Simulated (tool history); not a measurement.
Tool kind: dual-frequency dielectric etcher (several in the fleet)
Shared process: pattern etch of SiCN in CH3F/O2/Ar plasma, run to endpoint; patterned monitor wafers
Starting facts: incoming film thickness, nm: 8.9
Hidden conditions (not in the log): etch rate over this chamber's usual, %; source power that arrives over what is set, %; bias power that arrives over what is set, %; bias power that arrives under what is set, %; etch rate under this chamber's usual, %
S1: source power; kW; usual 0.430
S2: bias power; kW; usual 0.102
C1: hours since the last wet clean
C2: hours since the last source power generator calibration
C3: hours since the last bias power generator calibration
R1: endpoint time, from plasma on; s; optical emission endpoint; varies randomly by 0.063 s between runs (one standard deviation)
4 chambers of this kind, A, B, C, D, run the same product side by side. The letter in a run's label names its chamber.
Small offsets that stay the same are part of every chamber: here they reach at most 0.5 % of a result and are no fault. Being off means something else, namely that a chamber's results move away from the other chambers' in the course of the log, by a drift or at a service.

| run | hour | S1 | S2 | C1 | C2 | C3 | R1 |
|---|---|---|---|---|---|---|---|
| 1C | 4.7 | 0.430 | 0.102 | 140.6 | 164.7 | 632.4 | 20.142 |
| 2B | 8.0 | 0.430 | 0.102 | 433.4 | 349.5 | 1277.9 | 20.284 |
| 3D | 11.8 | 0.430 | 0.102 | 33.5 | 1760.1 | 1689.9 | 20.277 |
| 4A | 14.9 | 0.430 | 0.102 | 276.8 | 3995.1 | 782.1 | 20.319 |
| 5B | 19.9 | 0.430 | 0.102 | 445.3 | 361.4 | 1289.8 | 20.257 |
| 6D | 24.1 | 0.430 | 0.102 | 45.8 | 1772.4 | 1702.2 | 20.327 |
| 7A | 28.8 | 0.430 | 0.102 | 290.7 | 4009.0 | 796.0 | 20.355 |
| 8C | 32.8 | 0.430 | 0.102 | 168.7 | 192.8 | 660.5 | 20.261 |
| 9D | 36.3 | 0.500 | 0.118 | 58.0 | 1784.6 | 1714.4 | 18.164 |
| 10B | 41.7 | 0.500 | 0.118 | 467.1 | 383.2 | 1311.6 | 18.154 |
| 11A | 47.7 | 0.500 | 0.118 | 309.6 | 4027.9 | 814.9 | 18.073 |
| 12C | 52.4 | 0.500 | 0.118 | 188.3 | 212.4 | 680.1 | 18.245 |
| 13D | 56.5 | 0.430 | 0.102 | 78.2 | 1804.8 | 1734.6 | 20.320 |
| 14C | 59.8 | 0.430 | 0.102 | 195.7 | 219.8 | 687.5 | 20.349 |
| 15A | 64.5 | 0.430 | 0.102 | 326.4 | 4044.7 | 831.7 | 20.315 |
| 16B | 70.6 | 0.430 | 0.102 | 496.0 | 412.1 | 1340.5 | 20.326 |
|  | 75.4 | chamber B: wet clean of the chamber |
| 17A | 75.6 | 0.430 | 0.102 | 337.5 | 4055.8 | 842.8 | 20.333 |
| 18B | 78.8 | 0.430 | 0.102 | 3.4 | 420.3 | 1348.7 | 20.336 |
| 19D | 82.2 | 0.430 | 0.102 | 103.9 | 1830.5 | 1760.3 | 20.261 |
| 20C | 86.4 | 0.430 | 0.102 | 222.3 | 246.4 | 714.1 | 20.279 |
| 21D | 89.6 | 0.430 | 0.102 | 111.3 | 1837.9 | 1767.7 | 20.367 |
| 22A | 93.8 | 0.430 | 0.102 | 355.7 | 4074.0 | 861.0 | 20.276 |
| 23B | 97.2 | 0.430 | 0.102 | 21.8 | 438.7 | 1367.1 | 20.412 |
| 24C | 102.6 | 0.430 | 0.102 | 238.5 | 262.6 | 730.3 | 20.335 |
| 25D | 105.8 | 0.390 | 0.102 | 127.5 | 1854.1 | 1783.9 | 21.123 |
| 26C | 110.8 | 0.390 | 0.102 | 246.7 | 270.8 | 738.5 | 20.973 |
| 27B | 116.5 | 0.390 | 0.102 | 41.1 | 458.0 | 1386.4 | 21.028 |
| 28A | 120.5 | 0.390 | 0.102 | 382.4 | 4100.7 | 887.7 | 21.155 |
| 29C | 123.7 | 0.430 | 0.102 | 259.6 | 283.7 | 751.4 | 20.176 |
| 30B | 128.8 | 0.490 | 0.087 | 53.4 | 470.3 | 1398.7 | 20.586 |
| 31D | 133.3 | 0.490 | 0.087 | 155.0 | 1881.6 | 1811.4 | 20.470 |
| 32A | 139.1 | 0.490 | 0.087 | 401.0 | 4119.3 | 906.3 | 20.507 |
| 33B | 143.8 | 0.490 | 0.087 | 68.4 | 485.3 | 1413.7 | 20.496 |

Next, every chamber runs the same settings. What will each give?
| 34A | 148.3 | 0.430 | 0.093 |  |  |  | ? |
| 34B | 148.3 | 0.430 | 0.093 |  |  |  | ? |
| 34C | 148.3 | 0.430 | 0.093 |  |  |  | ? |
| 34D | 148.3 | 0.430 | 0.093 |  |  |  | ? |

| run | R1 |
|---|---|
| 34A | 20.981 |
| 34B | 21.095 |
| 34C | 21.090 |
| 34D | 21.119 |
